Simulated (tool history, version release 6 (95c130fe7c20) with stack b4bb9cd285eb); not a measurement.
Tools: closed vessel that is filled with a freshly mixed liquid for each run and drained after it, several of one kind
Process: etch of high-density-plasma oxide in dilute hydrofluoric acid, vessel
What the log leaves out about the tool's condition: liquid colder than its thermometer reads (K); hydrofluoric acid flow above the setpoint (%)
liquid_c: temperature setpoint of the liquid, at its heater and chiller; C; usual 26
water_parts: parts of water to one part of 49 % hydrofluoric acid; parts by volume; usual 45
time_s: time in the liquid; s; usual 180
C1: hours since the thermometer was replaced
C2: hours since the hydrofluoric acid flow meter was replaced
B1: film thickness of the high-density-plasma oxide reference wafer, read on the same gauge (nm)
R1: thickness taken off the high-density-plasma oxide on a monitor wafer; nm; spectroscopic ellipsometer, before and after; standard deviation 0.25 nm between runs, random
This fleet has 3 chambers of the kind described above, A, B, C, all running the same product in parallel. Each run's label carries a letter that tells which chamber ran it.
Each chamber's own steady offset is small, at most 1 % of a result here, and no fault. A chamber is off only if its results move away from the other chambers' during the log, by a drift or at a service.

{"run": "1B", "hour": 8.7, "liquid_c": 26, "water_parts": 45, "time_s": 180, "C1": 88.7, "C2": 939, "B1": 49.99, "R1": 35.103}
{"run": "2C", "hour": 16.8, "liquid_c": 26, "water_parts": 45, "time_s": 180, "C1": 400.5, "C2": 1143.1, "B1": 49.994, "R1": 34.887}
{"run": "3A", "hour": 23.5, "liquid_c": 26, "water_parts": 45, "time_s": 180, "C1": 938.9, "C2": 450, "B1": 49.976, "R1": 34.756}
{"run": "4A", "hour": 29.7, "liquid_c": 26, "water_parts": 45, "time_s": 180, "C1": 945.1, "C2": 456.2, "B1": 50.009, "R1": 34.15}
{"run": "5C", "hour": 33.8, "liquid_c": 26, "water_parts": 45, "time_s": 180, "C1": 417.5, "C2": 1160.1, "B1": 50.027, "R1": 35.257}
{"run": "6B", "hour": 37.7, "liquid_c": 26, "water_parts": 45, "time_s": 180, "C1": 117.7, "C2": 968, "B1": 50.017, "R1": 34.99}
{"run": "7C", "hour": 43.0, "liquid_c": 26, "water_parts": 45, "time_s": 180, "C1": 426.7, "C2": 1169.3, "B1": 49.986, "R1": 34.461}
{"run": "8A", "hour": 51.4, "liquid_c": 26, "water_parts": 45, "time_s": 180, "C1": 966.8, "C2": 477.9, "B1": 50.022, "R1": 34.408}
{"run": "9B", "hour": 57.9, "liquid_c": 26, "water_parts": 45, "time_s": 180, "C1": 137.9, "C2": 988.2, "B1": 50.01, "R1": 34.469}
{"run": "10B", "hour": 63.1, "liquid_c": 26, "water_parts": 45, "time_s": 180, "C1": 143.1, "C2": 993.4, "B1": 49.992, "R1": 34.956}
{"run": "11C", "hour": 69.7, "liquid_c": 26, "water_parts": 45, "time_s": 180, "C1": 453.4, "C2": 1196, "B1": 49.997, "R1": 34.683}
{"run": "12A", "hour": 76.3, "liquid_c": 26, "water_parts": 45, "time_s": 180, "C1": 991.7, "C2": 502.8, "B1": 50.029, "R1": 34.629}
{"run": "13C", "hour": 82.0, "liquid_c": 26, "water_parts": 45, "time_s": 180, "C1": 465.7, "C2": 1208.3, "B1": 50.03, "R1": 35.065}
{"run": "14B", "hour": 89.6, "liquid_c": 26, "water_parts": 45, "time_s": 180, "C1": 169.6, "C2": 1019.9, "B1": 50.006, "R1": 35.092}
{"run": "15A", "hour": 98.1, "liquid_c": 26, "water_parts": 45, "time_s": 180, "C1": 1013.5, "C2": 524.6, "B1": 50.01, "R1": 34.141}
{"run": "16C", "hour": 105.7, "liquid_c": 22, "water_parts": 45, "time_s": 140, "C1": 489.4, "C2": 1232, "B1": 49.99, "R1": 22.93}
{"run": "17A", "hour": 112.3, "liquid_c": 22, "water_parts": 45, "time_s": 140, "C1": 1027.7, "C2": 538.8, "B1": 49.99, "R1": 22.624}
{"run": "18B", "hour": 120.2, "liquid_c": 22, "water_parts": 45, "time_s": 140, "C1": 200.2, "C2": 1050.5, "B1": 50.009, "R1": 23.19}
{"run": "19A", "hour": 126.2, "liquid_c": 26, "water_parts": 45, "time_s": 100, "C1": 1041.6, "C2": 552.7, "B1": 49.997, "R1": 19.308}
{"run": "20B", "hour": 131.8, "liquid_c": 26, "water_parts": 45, "time_s": 100, "C1": 211.8, "C2": 1062.1, "B1": 49.981, "R1": 19.506}
{"run": "21C", "hour": 137.6, "liquid_c": 26, "water_parts": 45, "time_s": 100, "C1": 521.3, "C2": 1263.9, "B1": 49.993, "R1": 19.404}
{"run": "22B", "hour": 143.8, "liquid_c": 26, "water_parts": 30, "time_s": 180, "C1": 223.8, "C2": 1074.1, "B1": 50.007, "R1": 53.761}
{"run": "23C", "hour": 150.4, "liquid_c": 26, "water_parts": 30, "time_s": 180, "C1": 534.1, "C2": 1276.7, "B1": 50.012, "R1": 53.478}
{"run": "24A", "hour": 155.4, "liquid_c": 26, "water_parts": 30, "time_s": 180, "C1": 1070.8, "C2": 581.9, "B1": 49.984, "R1": 52.789}
{"run": "25A", "hour": 159.9, "liquid_c": 26, "water_parts": 45, "time_s": 180, "C1": 1075.3, "C2": 586.4, "B1": 50.028, "R1": 34.442}
{"hour": 165.0, "done": "chamber C: hydrofluoric acid flow meter replaced"}
{"run": "26B", "hour": 166.6, "liquid_c": 26, "water_parts": 45, "time_s": 180, "C1": 246.6, "C2": 1096.9, "B1": 49.984, "R1": 35.173}
{"run": "27C", "hour": 171.7, "liquid_c": 26, "water_parts": 45, "time_s": 180, "C1": 555.4, "C2": 6.8, "B1": 50.026, "R1": 34.513}
{"run": "28A", "hour": 177.9, "liquid_c": 26, "water_parts": 45, "time_s": 180, "C1": 1093.3, "C2": 604.4, "B1": 49.983, "R1": 34.65}
{"run": "29B", "hour": 183.8, "liquid_c": 26, "water_parts": 45, "time_s": 180, "C1": 263.8, "C2": 1114.1, "B1": 50.003, "R1": 35.415}
{"run": "30C", "hour": 189.3, "liquid_c": 26, "water_parts": 45, "time_s": 180, "C1": 573, "C2": 24.4, "B1": 50.033, "R1": 34.603}
{"run": "31C", "hour": 194.8, "liquid_c": 26, "water_parts": 45, "time_s": 180, "C1": 578.5, "C2": 29.9, "B1": 50.026, "R1": 35.14}

All chambers now run identical settings, listed one chamber a line with results as question marks. What results will each chamber show?
{"run": "32A", "hour": 201.0, "liquid_c": 26, "water_parts": 45, "time_s": 180, "R1": "?"}
{"run": "32B", "hour": 201.0, "liquid_c": 26, "water_parts": 45, "time_s": 180, "R1": "?"}
{"run": "32C", "hour": 201.0, "liquid_c": 26, "water_parts": 45, "time_s": 180, "R1": "?"}

run=32A R1=34.463
run=32B R1=35.016
run=32C R1=35.182

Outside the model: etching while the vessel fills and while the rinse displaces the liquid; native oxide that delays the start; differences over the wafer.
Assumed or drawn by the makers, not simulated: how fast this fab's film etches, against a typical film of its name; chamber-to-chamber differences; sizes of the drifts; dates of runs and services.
